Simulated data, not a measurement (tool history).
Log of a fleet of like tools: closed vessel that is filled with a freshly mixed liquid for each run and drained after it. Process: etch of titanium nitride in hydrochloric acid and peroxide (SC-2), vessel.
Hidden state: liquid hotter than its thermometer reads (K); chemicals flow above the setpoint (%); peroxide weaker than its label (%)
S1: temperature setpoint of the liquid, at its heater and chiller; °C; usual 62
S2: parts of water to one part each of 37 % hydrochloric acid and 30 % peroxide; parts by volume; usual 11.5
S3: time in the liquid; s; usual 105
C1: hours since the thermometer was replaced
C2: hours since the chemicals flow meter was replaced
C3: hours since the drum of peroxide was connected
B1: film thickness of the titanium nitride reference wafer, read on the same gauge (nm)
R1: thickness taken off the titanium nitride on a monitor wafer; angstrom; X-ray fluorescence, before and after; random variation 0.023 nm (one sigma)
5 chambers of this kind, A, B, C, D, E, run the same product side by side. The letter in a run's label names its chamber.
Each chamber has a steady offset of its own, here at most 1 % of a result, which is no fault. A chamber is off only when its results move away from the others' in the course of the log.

At day 0.408: chamber B: new drum of peroxide connected.
Run 1D, day 0.425: usual settings; C1 1278.7; C2 163.2; C3 356.5; B1 59.996. Result: R1 51.821 angstrom.
Run 2B, day 0.742: usual settings; C1 1869.2; C2 450.8; C3 8.0; B1 60.012. Result: R1 52.298 angstrom.
Run 3E, day 1.154: usual settings; C1 234.1; C2 1020.3; C3 309.6; B1 60.061. Result: R1 51.286 angstrom.
Run 4A, day 1.483: usual settings; C1 2527.9; C2 841.9; C3 892.6; B1 60.009. Result: R1 52.060 angstrom.
Run 5C, day 1.858: usual settings; C1 335.6; C2 1101.5; C3 469.0; B1 60.005. Result: R1 50.860 angstrom.
Run 6D, day 2.129: usual settings; C1 1319.6; C2 204.1; C3 397.4; B1 59.998. Result: R1 51.219 angstrom.
Run 7B, day 2.550: usual settings; C1 1912.6; C2 494.2; C3 51.4; B1 60.023. Result: R1 51.816 angstrom.
Run 8E, day 2.967: usual settings but S2 14.5 parts by volume, S3 80 s; C1 277.6; C2 1063.8; C3 353.1; B1 60.006. Result: R1 32.350 angstrom.
Run 9A, day 3.279: usual settings but S2 14.5 parts by volume, S3 80 s; C1 2571.0; C2 885.0; C3 935.7; B1 59.977. Result: R1 32.626 angstrom.
At day 3.546: chamber E: chemicals flow meter replaced.
At day 3.592: chamber E: new drum of peroxide connected.
Run 10C, day 3.642: usual settings but S2 14.5 parts by volume, S3 80 s; C1 378.4; C2 1144.3; C3 511.8; B1 59.995. Result: R1 31.858 angstrom.
Run 11D, day 3.871: usual settings but S2 14.5 parts by volume, S3 80 s; C1 1361.4; C2 245.9; C3 439.2; B1 59.984. Result: R1 32.266 angstrom.
Run 12A, day 4.275: usual settings but S2 14.5 parts by volume, S3 80 s; C1 2594.9; C2 908.9; C3 959.6; B1 59.993. Result: R1 32.500 angstrom.
Run 13E, day 4.771: usual settings but S3 165 s; C1 320.9; C2 29.4; C3 28.3; B1 60.010. Result: R1 80.880 angstrom.
Run 14B, day 5.046: usual settings but S3 165 s; C1 1972.5; C2 554.1; C3 111.3; B1 59.990. Result: R1 81.532 angstrom.
Run 15C, day 5.508: usual settings but S3 165 s; C1 423.2; C2 1189.1; C3 556.6; B1 59.990. Result: R1 80.114 angstrom.
Run 16E, day 5.754: usual settings but S3 165 s; C1 344.5; C2 53.0; C3 51.9; B1 59.957. Result: R1 80.332 angstrom.
Run 17C, day 6.246: usual settings but S3 165 s; C1 440.9; C2 1206.8; C3 574.3; B1 60.006. Result: R1 80.133 angstrom.
At day 6.529: chamber A: thermometer replaced.
Run 18A, day 6.671: usual settings; C1 3.4; C2 966.4; C3 1017.1; B1 60.017. Result: R1 51.924 angstrom.
Run 19B, day 7.154: usual settings; C1 2023.1; C2 604.7; C3 161.9; B1 60.004. Result: R1 52.214 angstrom.
Run 20D, day 7.483: usual settings; C1 1448.1; C2 332.6; C3 525.9; B1 60.003. Result: R1 51.455 angstrom.
Run 21D, day 7.829: usual settings; C1 1456.4; C2 340.9; C3 534.2; B1 59.999. Result: R1 51.247 angstrom.
Run 22E, day 8.117: usual settings; C1 401.2; C2 109.7; C3 108.6; B1 60.011. Result: R1 51.436 angstrom.
Run 23C, day 8.483: usual settings; C1 494.6; C2 1260.5; C3 628.0; B1 59.992. Result: R1 51.061 angstrom.
Run 24B, day 8.696: usual settings; C1 2060.1; C2 641.7; C3 198.9; B1 59.982. Result: R1 51.814 angstrom.
Run 25A, day 9.033: usual settings; C1 60.1; C2 1023.1; C3 1073.8; B1 60.025. Result: R1 52.049 angstrom.
Run 26B, day 9.300: usual settings but S2 14.0 parts by volume, S3 135 s; C1 2074.6; C2 656.2; C3 213.4; B1 59.989. Result: R1 56.352 angstrom.
Run 27C, day 9.675: usual settings but S2 14.0 parts by volume, S3 135 s; C1 523.2; C2 1289.1; C3 656.6; B1 59.998. Result: R1 55.365 angstrom.
Run 28A, day 10.058: usual settings but S2 14.0 parts by volume, S3 135 s; C1 84.7; C2 1047.7; C3 1098.4; B1 59.991. Result: R1 55.982 angstrom.
Run 29D, day 10.296: usual settings but S2 14.0 parts by volume, S3 135 s; C1 1515.6; C2 400.1; C3 593.4; B1 60.017. Result: R1 55.435 angstrom.
Run 30E, day 10.771: usual settings but S2 14.0 parts by volume, S3 135 s; C1 464.9; C2 173.4; C3 172.3; B1 59.995. Result: R1 56.120 angstrom.
Run 31D, day 11.171: usual settings; C1 1536.6; C2 421.1; C3 614.4; B1 60.020. Result: R1 51.829 angstrom.
Run 32E, day 11.542: usual settings; C1 483.4; C2 191.9; C3 190.8; B1 60.010. Result: R1 51.516 angstrom.
Run 33C, day 11.775: usual settings; C1 573.6; C2 1339.5; C3 707.0; B1 60.011. Result: R1 51.603 angstrom.
Run 34B, day 12.192: usual settings; C1 2144.0; C2 725.6; C3 282.8; B1 60.023. Result: R1 51.933 angstrom.
Run 35A, day 12.554: usual settings; C1 144.6; C2 1107.6; C3 1158.3; B1 59.983. Result: R1 52.333 angstrom.
At day 12.729: chamber C: chemicals flow meter replaced.
Run 36A, day 12.858: usual settings; C1 151.9; C2 1114.9; C3 1165.6; B1 59.992. Result: R1 52.345 angstrom.
Run 37E, day 13.171: usual settings but S2 8.5 parts by volume, S3 65 s; C1 522.5; C2 231.0; C3 229.9; B1 59.986. Result: R1 41.076 angstrom.
Run 38C, day 13.608: usual settings but S2 8.5 parts by volume, S3 65 s; C1 617.6; C2 21.1; C3 751.0; B1 59.981. Result: R1 40.762 angstrom.

All 5 chambers run these settings next. Forecast each chamber's results:
Run 39A, day 13.962: usual settings but S3 60 s. Result: R1 ?.
Run 39B, day 13.962: usual settings but S3 60 s. Result: R1 ?.
Run 39C, day 13.962: usual settings but S3 60 s. Result: R1 ?.
Run 39D, day 13.962: usual settings but S3 60 s. Result: R1 ?.
Run 39E, day 13.962: usual settings but S3 60 s. Result: R1 ?.

run      R1
39A  29.812
39B  29.961
39C  29.096
39D  29.625
39E  29.377
